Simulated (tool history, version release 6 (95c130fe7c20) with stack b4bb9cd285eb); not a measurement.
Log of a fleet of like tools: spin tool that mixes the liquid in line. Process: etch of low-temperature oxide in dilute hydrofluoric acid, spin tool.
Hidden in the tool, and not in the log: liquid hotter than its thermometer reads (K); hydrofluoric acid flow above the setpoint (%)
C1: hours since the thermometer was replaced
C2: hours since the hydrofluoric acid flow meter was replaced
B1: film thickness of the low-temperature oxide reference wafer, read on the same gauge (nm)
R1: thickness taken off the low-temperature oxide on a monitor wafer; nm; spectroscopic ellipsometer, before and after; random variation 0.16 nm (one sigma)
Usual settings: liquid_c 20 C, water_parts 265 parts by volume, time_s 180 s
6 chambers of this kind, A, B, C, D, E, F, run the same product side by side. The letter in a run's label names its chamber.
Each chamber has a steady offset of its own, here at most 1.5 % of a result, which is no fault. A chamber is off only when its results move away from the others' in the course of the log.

run 1F day=0.200 | liquid_c=20 water_parts=265 time_s=180 | C1=1417.2 C2=128.5 | B1=119.96 | R1=17.4490
run 2A day=0.292 | liquid_c=20 water_parts=265 time_s=180 | C1=1488.0 C2=454.2 | B1=120.01 | R1=17.4800
run 3D day=0.483 | liquid_c=20 water_parts=265 time_s=180 | C1=218.1 C2=1788.9 | B1=120.00 | R1=17.4930
run 4C day=0.658 | liquid_c=20 water_parts=265 time_s=180 | C1=287.8 C2=1114.2 | B1=120.00 | R1=17.2850
run 5E day=0.838 | liquid_c=20 water_parts=265 time_s=180 | C1=979.7 C2=48.3 | B1=119.97 | R1=17.3110
run 6B day=0.942 | liquid_c=20 water_parts=185 time_s=180 | C1=1044.1 C2=938.2 | B1=120.03 | R1=26.9810
run 7A day=1.050 | liquid_c=20 water_parts=185 time_s=180 | C1=1506.2 C2=472.4 | B1=119.99 | R1=26.8790
-- day=1.192 chamber B: hydrofluoric acid flow meter replaced
run 8B day=1.258 | liquid_c=20 water_parts=185 time_s=180 | C1=1051.7 C2=1.7 | B1=120.00 | R1=26.7490
run 9C day=1.396 | liquid_c=20 water_parts=185 time_s=180 | C1=305.5 C2=1131.9 | B1=119.99 | R1=26.2560
run 10D day=1.492 | liquid_c=20 water_parts=185 time_s=180 | C1=242.3 C2=1813.1 | B1=119.94 | R1=26.4430
run 11E day=1.688 | liquid_c=20 water_parts=185 time_s=180 | C1=1000.1 C2=68.7 | B1=119.97 | R1=26.3200
run 12F day=1.825 | liquid_c=20 water_parts=265 time_s=180 | C1=1456.2 C2=167.5 | B1=120.02 | R1=17.3140
run 13F day=1.992 | liquid_c=20 water_parts=265 time_s=180 | C1=1460.2 C2=171.5 | B1=120.01 | R1=17.2270
run 14E day=2.179 | liquid_c=20 water_parts=265 time_s=180 | C1=1011.9 C2=80.5 | B1=120.00 | R1=17.4110
run 15A day=2.317 | liquid_c=20 water_parts=265 time_s=180 | C1=1536.6 C2=502.8 | B1=120.00 | R1=17.9080
run 16D day=2.442 | liquid_c=20 water_parts=325 time_s=230 | C1=265.1 C2=1835.9 | B1=119.98 | R1=16.7870
run 17C day=2.625 | liquid_c=20 water_parts=325 time_s=230 | C1=335.0 C2=1161.4 | B1=120.00 | R1=16.9690
run 18B day=2.750 | liquid_c=20 water_parts=325 time_s=230 | C1=1087.5 C2=37.5 | B1=120.00 | R1=16.9840
run 19E day=2.942 | liquid_c=20 water_parts=325 time_s=230 | C1=1030.2 C2=98.8 | B1=120.00 | R1=17.1290
run 20D day=3.100 | liquid_c=20 water_parts=325 time_s=230 | C1=280.9 C2=1851.7 | B1=120.00 | R1=17.2540
run 21C day=3.300 | liquid_c=20 water_parts=325 time_s=230 | C1=351.2 C2=1177.6 | B1=120.02 | R1=16.9030
run 22A day=3.412 | liquid_c=20 water_parts=265 time_s=180 | C1=1562.9 C2=529.1 | B1=120.00 | R1=18.3920
run 23F day=3.612 | liquid_c=20 water_parts=265 time_s=180 | C1=1499.1 C2=210.4 | B1=120.00 | R1=17.5790
run 24B day=3.812 | liquid_c=20 water_parts=265 time_s=180 | C1=1113.0 C2=63.0 | B1=119.99 | R1=17.3690
run 25A day=3.933 | liquid_c=20 water_parts=265 time_s=180 | C1=1575.4 C2=541.6 | B1=119.98 | R1=18.6800
run 26E day=4.067 | liquid_c=20 water_parts=265 time_s=180 | C1=1057.2 C2=125.8 | B1=119.99 | R1=17.1940
run 27D day=4.246 | liquid_c=20 water_parts=265 time_s=180 | C1=308.4 C2=1879.2 | B1=119.99 | R1=17.1760
run 28B day=4.462 | liquid_c=20 water_parts=265 time_s=180 | C1=1128.6 C2=78.6 | B1=119.99 | R1=17.1950
run 29F day=4.567 | liquid_c=20 water_parts=265 time_s=180 | C1=1522.0 C2=233.3 | B1=120.03 | R1=17.1700
run 30C day=4.700 | liquid_c=20 water_parts=350 time_s=105 | C1=384.8 C2=1211.2 | B1=120.01 | R1=6.9626
run 31C day=4.833 | liquid_c=20 water_parts=350 time_s=105 | C1=388.0 C2=1214.4 | B1=119.95 | R1=6.9407
run 32F day=4.988 | liquid_c=20 water_parts=350 time_s=105 | C1=1532.1 C2=243.4 | B1=120.00 | R1=7.0775
run 33B day=5.188 | liquid_c=20 water_parts=350 time_s=105 | C1=1146.0 C2=96.0 | B1=120.01 | R1=7.1070
run 34E day=5.304 | liquid_c=20 water_parts=350 time_s=105 | C1=1086.9 C2=155.5 | B1=119.97 | R1=7.2215
run 35D day=5.500 | liquid_c=20 water_parts=350 time_s=105 | C1=338.5 C2=1909.3 | B1=119.99 | R1=7.1134
run 36A day=5.667 | liquid_c=20 water_parts=265 time_s=180 | C1=1617.0 C2=583.2 | B1=119.97 | R1=19.5760
run 37C day=5.771 | liquid_c=20 water_parts=265 time_s=260 | C1=410.5 C2=1236.9 | B1=120.00 | R1=24.6740
run 38D day=5.875 | liquid_c=20 water_parts=265 time_s=260 | C1=347.5 C2=1918.3 | B1=120.01 | R1=24.8620
run 39A day=6.004 | liquid_c=20 water_parts=265 time_s=260 | C1=1625.1 C2=591.3 | B1=119.98 | R1=28.4780

All 6 chambers run these settings next. Forecast each chamber's results:
run 40A day=6.162 | liquid_c=20 water_parts=385 time_s=180 | R1=?
run 40B day=6.162 | liquid_c=20 water_parts=385 time_s=180 | R1=?
run 40C day=6.162 | liquid_c=20 water_parts=385 time_s=180 | R1=?
run 40D day=6.162 | liquid_c=20 water_parts=385 time_s=180 | R1=?
run 40E day=6.162 | liquid_c=20 water_parts=385 time_s=180 | R1=?
run 40F day=6.162 | liquid_c=20 water_parts=385 time_s=180 | R1=?

run=40A R1=12.1900
run=40B R1=10.8030
run=40C R1=10.7590
run=40D R1=10.7130
run=40E R1=10.8480
run=40F R1=10.9590
